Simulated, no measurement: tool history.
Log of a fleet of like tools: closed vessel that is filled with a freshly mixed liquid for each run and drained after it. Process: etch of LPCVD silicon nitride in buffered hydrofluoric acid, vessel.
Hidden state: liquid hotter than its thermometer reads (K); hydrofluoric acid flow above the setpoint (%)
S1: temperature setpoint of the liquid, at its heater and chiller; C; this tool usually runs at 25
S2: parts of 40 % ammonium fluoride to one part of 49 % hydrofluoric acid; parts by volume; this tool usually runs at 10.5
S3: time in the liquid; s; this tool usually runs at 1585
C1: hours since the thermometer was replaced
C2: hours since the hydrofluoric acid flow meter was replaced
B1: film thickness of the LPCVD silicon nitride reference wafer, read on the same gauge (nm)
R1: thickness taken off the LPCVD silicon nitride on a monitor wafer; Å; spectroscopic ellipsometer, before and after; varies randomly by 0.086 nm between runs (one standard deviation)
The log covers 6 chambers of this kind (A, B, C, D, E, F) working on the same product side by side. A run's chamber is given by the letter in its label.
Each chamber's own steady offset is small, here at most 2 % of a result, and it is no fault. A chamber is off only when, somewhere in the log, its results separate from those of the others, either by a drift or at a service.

run,hour,S1,S2,S3,C1,C2,B1,R1
1C,8.7,25,10.5,1585,1872.0,998.1,50.043,220.61
2F,17.2,25,10.5,1585,1546.9,527.6,50.020,220.86
3A,21.9,25,10.5,1585,1841.9,589.0,49.949,219.38
4B,28.0,25,10.5,1585,545.9,422.9,50.031,221.42
5D,36.8,25,10.5,1585,1093.3,221.5,50.004,225.13
6E,41.4,25,7.0,1205,308.2,879.9,49.999,244.56
7F,51.5,25,7.0,1205,1581.2,561.9,49.984,247.69
8D,57.8,25,7.0,1205,1114.3,242.5,49.980,248.30
9E,63.0,25,7.0,1205,329.8,901.5,50.036,244.61
10C,71.6,25,7.0,1205,1934.9,1061.0,50.038,247.96
11A,76.8,25,7.0,1205,1896.8,643.9,49.973,242.74
12B,84.7,25,10.5,1585,602.6,479.6,49.995,222.13
13F,93.6,25,10.5,1585,1623.3,604.0,50.039,221.42
14E,101.4,25,10.5,1585,368.2,939.9,50.035,223.99
15A,112.0,25,10.5,1585,1932.0,679.1,49.990,216.62
16D,119.6,25,10.5,840,1176.1,304.3,50.021,119.36
17C,127.0,25,10.5,840,1990.3,1116.4,49.994,116.10
# hour 127.2: chamber A: hydrofluoric acid flow meter replaced
18B,137.5,25,10.5,840,655.4,532.4,50.015,117.41
19E,143.1,25,10.5,840,409.9,981.6,49.977,118.73
20D,148.3,25,10.5,840,1204.8,333.0,50.025,118.54
21B,156.5,25,10.5,840,674.4,551.4,49.944,117.83
22C,162.9,25,10.5,1585,2026.2,1152.3,50.026,219.95
# hour 165.3: chamber B: thermometer replaced
23F,168.9,25,10.5,1585,1698.6,679.3,50.013,221.37
24A,179.2,25,10.5,980,1999.2,52.0,50.017,134.82
# hour 183.4: chamber F: thermometer replaced
25A,184.1,25,10.5,980,2004.1,56.9,50.049,135.86
26D,191.4,25,10.5,980,1247.9,376.1,50.018,138.49
27F,198.0,25,10.5,980,14.7,708.4,50.012,136.39
28B,208.0,25,10.5,980,42.8,602.9,50.011,137.45
29C,218.4,25,10.5,980,2081.7,1207.8,50.011,137.07
30E,227.4,25,10.5,1585,494.2,1065.9,49.972,228.03
31F,237.9,25,10.5,1585,54.6,748.3,49.940,220.56
32D,246.3,25,10.5,1585,1302.8,431.0,50.061,224.41
# hour 247.6: chamber D: thermometer replaced
33E,253.4,25,10.5,1585,520.2,1091.9,49.970,229.68
34B,261.8,25,10.5,1585,96.6,656.7,50.010,222.80
35C,272.2,25,10.5,1585,2135.5,1261.6,49.983,221.61
# hour 277.3: chamber F: hydrofluoric acid flow meter replaced
36A,280.3,25,10.5,1585,2100.3,153.1,50.010,219.25
37B,285.7,25,10.5,1585,120.5,680.6,49.990,222.80
38C,294.7,25,7.0,2430,2158.0,1284.1,50.003,500.91
39E,300.3,25,7.0,2430,567.1,1138.8,50.006,516.99
40F,310.1,25,7.0,2430,126.8,32.9,49.986,495.80
41D,318.6,25,7.0,2430,71.1,503.3,49.966,503.75
42A,324.3,25,7.0,2430,2144.3,197.1,50.065,490.68
43A,332.7,25,7.0,2430,2152.7,205.5,50.038,488.52

Next, every chamber runs the same settings. What will each give?
44A,340.3,20,10.5,1585,,,,?
44B,340.3,20,10.5,1585,,,,?
44C,340.3,20,10.5,1585,,,,?
44D,340.3,20,10.5,1585,,,,?
44E,340.3,20,10.5,1585,,,,?
44F,340.3,20,10.5,1585,,,,?

run,R1
44A,166.18
44B,168.65
44C,166.55
44D,169.72
44E,176.50
44F,167.91

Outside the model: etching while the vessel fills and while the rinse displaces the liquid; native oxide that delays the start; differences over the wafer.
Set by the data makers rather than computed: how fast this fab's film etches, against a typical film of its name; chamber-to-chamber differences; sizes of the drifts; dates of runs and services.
